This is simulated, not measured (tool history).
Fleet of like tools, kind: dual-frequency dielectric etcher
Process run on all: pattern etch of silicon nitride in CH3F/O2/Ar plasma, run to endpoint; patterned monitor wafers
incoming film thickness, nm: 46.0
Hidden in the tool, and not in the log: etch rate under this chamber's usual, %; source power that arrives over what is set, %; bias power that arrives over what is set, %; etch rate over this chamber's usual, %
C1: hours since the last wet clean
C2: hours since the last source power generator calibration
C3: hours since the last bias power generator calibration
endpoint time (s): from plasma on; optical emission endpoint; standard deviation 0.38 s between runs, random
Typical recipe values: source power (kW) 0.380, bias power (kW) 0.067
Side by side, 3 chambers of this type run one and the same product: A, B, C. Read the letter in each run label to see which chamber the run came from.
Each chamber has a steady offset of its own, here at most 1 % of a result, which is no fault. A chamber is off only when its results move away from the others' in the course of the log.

Run 1B, day 0.471: usual settings; C1 17.0; C2 1627.9; C3 794.6. Result: endpoint time (s) 69.247.
Run 2A, day 0.867: usual settings; C1 138.8; C2 597.0; C3 1858.8. Result: endpoint time (s) 68.813.
Run 3C, day 1.512: usual settings; C1 257.0; C2 1842.0; C3 1460.3. Result: endpoint time (s) 69.863.
Run 4C, day 2.008: usual settings; C1 268.9; C2 1853.9; C3 1472.2. Result: endpoint time (s) 69.030.
Run 5B, day 2.400: usual settings; C1 63.3; C2 1674.2; C3 840.9. Result: endpoint time (s) 69.763.
Run 6A, day 2.925: usual settings; C1 188.2; C2 646.4; C3 1908.2. Result: endpoint time (s) 69.516.
Run 7B, day 3.479: usual settings; C1 89.2; C2 1700.1; C3 866.8. Result: endpoint time (s) 70.550.
Run 8C, day 3.867: usual settings; C1 313.5; C2 1898.5; C3 1516.8. Result: endpoint time (s) 70.044.
Run 9A, day 4.433: usual settings; C1 224.4; C2 682.6; C3 1944.4. Result: endpoint time (s) 70.490.
Run 10B, day 4.792: usual settings; C1 120.7; C2 1731.6; C3 898.3. Result: endpoint time (s) 70.023.
At day 5.133: chamber C: wet clean of the chamber.
Run 11C, day 5.275: usual settings; C1 3.5; C2 1932.3; C3 1550.6. Result: endpoint time (s) 69.364.
Run 12A, day 5.871: usual settings; C1 258.9; C2 717.1; C3 1978.9. Result: endpoint time (s) 70.584.
Run 13B, day 6.417: usual settings; C1 159.7; C2 1770.6; C3 937.3. Result: endpoint time (s) 69.658.
Run 14A, day 6.712: usual settings; C1 279.1; C2 737.3; C3 1999.1. Result: endpoint time (s) 70.551.
Run 15C, day 7.142: usual settings; C1 48.3; C2 1977.1; C3 1595.4. Result: endpoint time (s) 69.221.
Run 16A, day 7.450: usual settings; C1 296.8; C2 755.0; C3 2016.8. Result: endpoint time (s) 71.095.
Run 17B, day 7.800: usual settings; C1 192.9; C2 1803.8; C3 970.5. Result: endpoint time (s) 70.242.
Run 18C, day 8.208: usual settings; C1 73.9; C2 2002.7; C3 1621.0. Result: endpoint time (s) 70.271.
Run 19B, day 8.496: usual settings; C1 209.6; C2 1820.5; C3 987.2. Result: endpoint time (s) 70.124.
Run 20A, day 8.838: usual settings; C1 330.1; C2 788.3; C3 2050.1. Result: endpoint time (s) 72.723.
Run 21C, day 9.142: usual settings; C1 96.3; C2 2025.1; C3 1643.4. Result: endpoint time (s) 70.364.
Run 22A, day 9.800: usual settings; C1 353.2; C2 811.4; C3 2073.2. Result: endpoint time (s) 71.367.
Run 23B, day 10.412: usual settings; C1 255.6; C2 1866.5; C3 1033.2. Result: endpoint time (s) 70.029.
Run 24C, day 10.912: usual settings; C1 138.8; C2 2067.6; C3 1685.9. Result: endpoint time (s) 69.609.
Run 25B, day 11.338: usual settings; C1 277.8; C2 1888.7; C3 1055.4. Result: endpoint time (s) 70.022.
Run 26C, day 11.750: usual settings; C1 158.9; C2 2087.7; C3 1706.0. Result: endpoint time (s) 69.031.
Run 27A, day 12.088: usual settings; C1 408.1; C2 866.3; C3 2128.1. Result: endpoint time (s) 72.896.

All chambers now run identical settings, listed one chamber a line with results as question marks. What results will each chamber show?
Run 28A, day 12.558: usual settings. Result: endpoint time (s) ?.
Run 28B, day 12.558: usual settings. Result: endpoint time (s) ?.
Run 28C, day 12.558: usual settings. Result: endpoint time (s) ?.

run  endpoint time (s)
28A             73.124
28B             71.082
28C             70.263
